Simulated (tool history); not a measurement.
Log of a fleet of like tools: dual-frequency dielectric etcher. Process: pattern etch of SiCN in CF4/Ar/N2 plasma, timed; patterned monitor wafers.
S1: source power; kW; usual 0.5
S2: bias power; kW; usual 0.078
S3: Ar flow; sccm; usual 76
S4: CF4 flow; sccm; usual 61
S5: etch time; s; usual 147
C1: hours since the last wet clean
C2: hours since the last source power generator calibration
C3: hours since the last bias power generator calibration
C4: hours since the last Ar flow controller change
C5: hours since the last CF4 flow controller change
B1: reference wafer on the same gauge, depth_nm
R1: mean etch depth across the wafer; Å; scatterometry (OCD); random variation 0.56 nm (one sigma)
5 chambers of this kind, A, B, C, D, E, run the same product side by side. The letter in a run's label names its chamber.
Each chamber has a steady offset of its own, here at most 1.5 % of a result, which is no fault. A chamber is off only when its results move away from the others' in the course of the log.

run 1D day=0.308 | S1=0.5 S2=0.078 S3=76 S4=61 S5=147 | C1=140.7 C2=15.7 C3=2005.1 C4=5055.9 C5=6040.9 | B1=129.99 | R1=1455.9
run 2C day=0.608 | S1=0.5 S2=0.078 S3=76 S4=61 S5=147 | C1=366.4 C2=1322.3 C3=348.1 C4=2382.2 C5=1536.4 | B1=129.97 | R1=1483.6
run 3A day=0.904 | S1=0.5 S2=0.078 S3=76 S4=61 S5=147 | C1=326 C2=229.1 C3=3222.4 C4=766.6 C5=6383.9 | B1=130.02 | R1=1452.5
run 4E day=1.096 | S1=0.5 S2=0.078 S3=76 S4=61 S5=147 | C1=331.8 C2=852.4 C3=1895.4 C4=1697.7 C5=1580.1 | B1=130.07 | R1=1453
run 5B day=1.288 | S1=0.42 S2=0.078 S3=76 S4=61 S5=181.5 | C1=121.5 C2=2291.5 C3=1699.2 C4=966.5 C5=4347.9 | B1=129.81 | R1=1534.2
run 6E day=1.462 | S1=0.42 S2=0.078 S3=76 S4=61 S5=181.5 | C1=340.6 C2=861.2 C3=1904.2 C4=1706.5 C5=1588.9 | B1=129.91 | R1=1525.4
run 7C day=1.738 | S1=0.42 S2=0.078 S3=76 S4=61 S5=181.5 | C1=393.5 C2=1349.4 C3=375.2 C4=2409.3 C5=1563.5 | B1=129.99 | R1=1561.4
run 8B day=1.883 | S1=0.42 S2=0.078 S3=76 S4=61 S5=181.5 | C1=135.8 C2=2305.8 C3=1713.5 C4=980.8 C5=4362.2 | B1=129.93 | R1=1536.3
run 9D day=2.112 | S1=0.42 S2=0.078 S3=76 S4=61 S5=181.5 | C1=184 C2=59 C3=2048.4 C4=5099.2 C5=6084.2 | B1=130.1 | R1=1548
run 10A day=2.367 | S1=0.5 S2=0.078 S3=76 S4=61 S5=147 | C1=361.1 C2=264.2 C3=3257.5 C4=801.7 C5=6419 | B1=129.99 | R1=1447.3
run 11E day=2.55 | S1=0.5 S2=0.078 S3=76 S4=61 S5=147 | C1=366.7 C2=887.3 C3=1930.3 C4=1732.6 C5=1615 | B1=130.01 | R1=1458
-- day=2.675 chamber A: wet clean of the chamber
run 12D day=2.796 | S1=0.5 S2=0.078 S3=76 S4=61 S5=147 | C1=200.4 C2=75.4 C3=2064.8 C4=5115.6 C5=6100.6 | B1=130.12 | R1=1455.9
-- day=3.025 chamber C: Ar flow controller replaced
-- day=3.071 chamber A: CF4 flow controller replaced
run 13B day=3.1 | S1=0.5 S2=0.078 S3=76 S4=61 S5=147 | C1=165 C2=2335 C3=1742.7 C4=1010 C5=4391.4 | B1=130.07 | R1=1463.8
run 14C day=3.4 | S1=0.5 S2=0.078 S3=76 S4=61 S5=147 | C1=433.4 C2=1389.3 C3=415.1 C4=9 C5=1603.4 | B1=130.04 | R1=1489.5
run 15A day=3.638 | S1=0.5 S2=0.078 S3=76 S4=61 S5=147 | C1=23.1 C2=294.7 C3=3288 C4=832.2 C5=13.7 | B1=130 | R1=1451.6
run 16D day=3.933 | S1=0.5 S2=0.078 S3=76 S4=61 S5=147 | C1=227.7 C2=102.7 C3=2092.1 C4=5142.9 C5=6127.9 | B1=129.94 | R1=1459.2
run 17E day=4.167 | S1=0.5 S2=0.078 S3=76 S4=61 S5=147 | C1=405.5 C2=926.1 C3=1969.1 C4=1771.4 C5=1653.8 | B1=130.02 | R1=1444.1
run 18A day=4.392 | S1=0.6 S2=0.078 S3=76 S4=61 S5=147 | C1=41.2 C2=312.8 C3=3306.1 C4=850.3 C5=31.8 | B1=129.96 | R1=1697.4
run 19C day=4.608 | S1=0.6 S2=0.078 S3=76 S4=61 S5=147 | C1=462.4 C2=1418.3 C3=444.1 C4=38 C5=1632.4 | B1=130.03 | R1=1754.7
run 20B day=4.879 | S1=0.6 S2=0.078 S3=76 S4=61 S5=147 | C1=207.7 C2=2377.7 C3=1785.4 C4=1052.7 C5=4434.1 | B1=129.97 | R1=1720.5
run 21C day=5.025 | S1=0.6 S2=0.078 S3=76 S4=61 S5=147 | C1=472.4 C2=1428.3 C3=454.1 C4=48 C5=1642.4 | B1=129.96 | R1=1758
-- day=5.067 chamber B: source power generator calibrated
run 22B day=5.204 | S1=0.6 S2=0.078 S3=76 S4=61 S5=147 | C1=215.5 C2=3.4 C3=1793.2 C4=1060.5 C5=4441.9 | B1=130.06 | R1=1711.8
-- day=5.308 chamber E: wet clean of the chamber
run 23E day=5.45 | S1=0.5 S2=0.078 S3=76 S4=61 S5=147 | C1=3.4 C2=956.9 C3=1999.9 C4=1802.2 C5=1684.6 | B1=129.92 | R1=1451.4
run 24A day=5.762 | S1=0.5 S2=0.078 S3=76 S4=61 S5=147 | C1=74.1 C2=345.7 C3=3339 C4=883.2 C5=64.7 | B1=130.08 | R1=1449.6
run 25D day=6.038 | S1=0.5 S2=0.078 S3=76 S4=61 S5=147 | C1=278.2 C2=153.2 C3=2142.6 C4=5193.4 C5=6178.4 | B1=130 | R1=1471.8
run 26D day=6.288 | S1=0.5 S2=0.078 S3=76 S4=61 S5=147 | C1=284.2 C2=159.2 C3=2148.6 C4=5199.4 C5=6184.4 | B1=129.87 | R1=1466.1
run 27A day=6.596 | S1=0.5 S2=0.078 S3=76 S4=61 S5=147 | C1=94.1 C2=365.7 C3=3359 C4=903.2 C5=84.7 | B1=130.02 | R1=1453.8
run 28C day=6.883 | S1=0.5 S2=0.078 S3=76 S4=61 S5=147 | C1=517 C2=1472.9 C3=498.7 C4=92.6 C5=1687 | B1=130.03 | R1=1512.9
run 29B day=7.071 | S1=0.5 S2=0.078 S3=76 S4=61 S5=147 | C1=260.3 C2=48.2 C3=1838 C4=1105.3 C5=4486.7 | B1=129.93 | R1=1468.8
run 30E day=7.35 | S1=0.5 S2=0.078 S3=76 S4=61 S5=147 | C1=49 C2=1002.5 C3=2045.5 C4=1847.8 C5=1730.2 | B1=129.93 | R1=1452.3
run 31A day=7.512 | S1=0.5 S2=0.078 S3=76 S4=61 S5=147 | C1=116.1 C2=387.7 C3=3381 C4=925.2 C5=106.7 | B1=129.97 | R1=1448.7
run 32C day=7.788 | S1=0.5 S2=0.078 S3=76 S4=61 S5=147 | C1=538.7 C2=1494.6 C3=520.4 C4=114.3 C5=1708.7 | B1=130.03 | R1=1505.1
run 33B day=8.062 | S1=0.5 S2=0.078 S3=76 S4=52 S5=132.5 | C1=284.1 C2=72 C3=1861.8 C4=1129.1 C5=4510.5 | B1=129.91 | R1=1283.6
run 34E day=8.229 | S1=0.5 S2=0.078 S3=76 S4=52 S5=132.5 | C1=70.1 C2=1023.6 C3=2066.6 C4=1868.9 C5=1751.3 | B1=130.04 | R1=1266.8
run 35D day=8.392 | S1=0.5 S2=0.078 S3=76 S4=52 S5=132.5 | C1=334.7 C2=209.7 C3=2199.1 C4=5249.9 C5=6234.9 | B1=129.96 | R1=1291.4

All 5 chambers run these settings next. Forecast each chamber's results:
run 36A day=8.625 | S1=0.5 S2=0.078 S3=76 S4=61 S5=108.5 | R1=?
run 36B day=8.625 | S1=0.5 S2=0.078 S3=76 S4=61 S5=108.5 | R1=?
run 36C day=8.625 | S1=0.5 S2=0.078 S3=76 S4=61 S5=108.5 | R1=?
run 36D day=8.625 | S1=0.5 S2=0.078 S3=76 S4=61 S5=108.5 | R1=?
run 36E day=8.625 | S1=0.5 S2=0.078 S3=76 S4=61 S5=108.5 | R1=?

run=36A R1=1071.6
run=36B R1=1071.7
run=36C R1=1121
run=36D R1=1083.5
run=36E R1=1071.9
